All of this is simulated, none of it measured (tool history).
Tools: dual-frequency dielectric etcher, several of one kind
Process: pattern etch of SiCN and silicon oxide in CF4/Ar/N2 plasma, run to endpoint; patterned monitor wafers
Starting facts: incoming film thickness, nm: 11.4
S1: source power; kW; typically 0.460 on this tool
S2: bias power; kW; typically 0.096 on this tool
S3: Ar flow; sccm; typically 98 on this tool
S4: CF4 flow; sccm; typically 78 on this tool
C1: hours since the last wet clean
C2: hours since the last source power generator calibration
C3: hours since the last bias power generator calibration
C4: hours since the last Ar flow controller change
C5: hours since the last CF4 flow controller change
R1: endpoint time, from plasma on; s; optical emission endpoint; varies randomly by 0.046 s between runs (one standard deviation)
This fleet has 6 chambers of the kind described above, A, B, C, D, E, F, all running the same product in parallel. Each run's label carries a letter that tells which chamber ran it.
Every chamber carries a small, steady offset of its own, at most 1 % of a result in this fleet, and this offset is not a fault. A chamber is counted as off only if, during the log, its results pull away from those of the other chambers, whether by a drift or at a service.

run	hour	S1	S2	S3	S4	C1	C2	C3	C4	C5	R1
# hour 2.9: chamber D: wet clean of the chamber
1D	11.3	0.460	0.096	98	78	8.5	566.7	1319.0	3551.0	1006.8	11.643
2E	18.9	0.460	0.096	98	78	128.6	3146.2	2821.2	504.4	1126.2	11.446
3C	32.3	0.460	0.096	98	78	189.7	2688.9	2772.8	1324.9	370.9	11.462
4A	41.0	0.460	0.096	98	78	218.6	1163.2	2466.1	1676.3	324.9	11.526
5B	48.2	0.460	0.096	98	78	327.0	1111.8	2472.3	1209.6	1972.2	11.488
6F	61.6	0.370	0.096	98	96	192.0	627.6	311.0	2359.3	761.0	13.640
7E	68.8	0.370	0.096	98	96	178.5	3196.1	2871.1	554.3	1176.1	13.587
8D	80.3	0.370	0.096	98	96	77.5	635.7	1388.0	3620.0	1075.8	13.705
9F	91.3	0.370	0.096	98	96	221.7	657.3	340.7	2389.0	790.7	13.582
10B	103.2	0.370	0.096	98	96	382.0	1166.8	2527.3	1264.6	2027.2	13.490
11A	111.2	0.370	0.096	98	96	288.8	1233.4	2536.3	1746.5	395.1	13.729
12C	123.1	0.460	0.096	98	94	280.5	2779.7	2863.6	1415.7	461.7	11.116
13D	138.7	0.460	0.096	98	94	135.9	694.1	1446.4	3678.4	1134.2	11.380
# hour 144.3: chamber C: wet clean of the chamber
14A	146.6	0.460	0.096	98	94	324.2	1268.8	2571.7	1781.9	430.5	11.312
15E	161.9	0.460	0.096	98	94	271.6	3289.2	2964.2	647.4	1269.2	11.161
16C	170.3	0.460	0.096	98	94	26.0	2826.9	2910.8	1462.9	508.9	11.156
17F	181.5	0.460	0.096	98	94	311.9	747.5	430.9	2479.2	880.9	11.182
18B	191.1	0.460	0.096	98	78	469.9	1254.7	2615.2	1352.5	2115.1	11.464
19E	206.6	0.460	0.096	98	78	316.3	3333.9	3008.9	692.1	1313.9	11.531
# hour 211.4: chamber B: wet clean of the chamber
20F	216.2	0.460	0.096	98	78	346.6	782.2	465.6	2513.9	915.6	11.467
21D	229.3	0.460	0.096	98	78	226.5	784.7	1537.0	3769.0	1224.8	11.696
22B	245.3	0.460	0.096	98	78	34.0	1308.9	2669.4	1406.7	2169.3	11.470
23A	257.3	0.460	0.096	98	78	434.9	1379.5	2682.4	1892.6	541.2	11.613
24C	271.2	0.460	0.096	98	78	126.9	2927.8	3011.7	1563.8	609.8	11.481
25B	280.0	0.420	0.076	98	78	68.7	1343.6	2704.1	1441.4	2204.0	13.497
# hour 283.6: chamber E: bias power generator calibrated
26F	288.5	0.420	0.076	98	78	418.9	854.5	537.9	2586.2	987.9	13.447
27A	302.7	0.420	0.076	98	78	480.3	1424.9	2727.8	1938.0	586.6	13.609
28D	316.1	0.420	0.076	98	78	313.3	871.5	1623.8	3855.8	1311.6	13.634
29E	323.3	0.420	0.076	98	78	433.0	3450.6	39.7	808.8	1430.6	13.521
30C	332.9	0.420	0.076	98	78	188.6	2989.5	3073.4	1625.5	671.5	13.430
31E	348.5	0.460	0.096	98	78	458.2	3475.8	64.9	834.0	1455.8	11.479
# hour 354.4: chamber A: wet clean of the chamber
32F	359.3	0.460	0.096	98	78	489.7	925.3	608.7	2657.0	1058.7	11.514
33D	374.1	0.460	0.096	98	78	371.3	929.5	1681.8	3913.8	1369.6	11.647
34A	381.6	0.460	0.096	98	78	27.2	1503.8	2806.7	2016.9	665.5	11.623
35B	391.1	0.460	0.096	98	78	179.8	1454.7	2815.2	1552.5	2315.1	11.447
36C	399.6	0.460	0.096	98	78	255.3	3056.2	3140.1	1692.2	738.2	11.480
37A	411.8	0.460	0.096	98	78	57.4	1534.0	2836.9	2047.1	695.7	11.622
38D	425.2	0.460	0.096	98	78	422.4	980.6	1732.9	3964.9	1420.7	11.593
# hour 426.5: chamber F: wet clean of the chamber
39F	434.6	0.460	0.096	98	78	8.2	1000.6	684.0	2732.3	1134.0	11.569
40C	448.2	0.510	0.096	98	68	303.9	3104.8	3188.7	1740.8	786.8	10.762
41E	456.6	0.510	0.096	98	68	566.3	3583.9	173.0	942.1	1563.9	10.686
42B	469.7	0.510	0.096	98	68	258.4	1533.3	2893.8	1631.1	2393.7	10.746

Decide between three cases: one chamber stands off from its peers, the gauge reading all wafers drifts, or nothing is wrong past each chamber's small offset. Where a chamber is off, say which and what most likely put it there.

Nothing is wrong: each chamber keeps only its own small, steady offset and the gauge holds still.
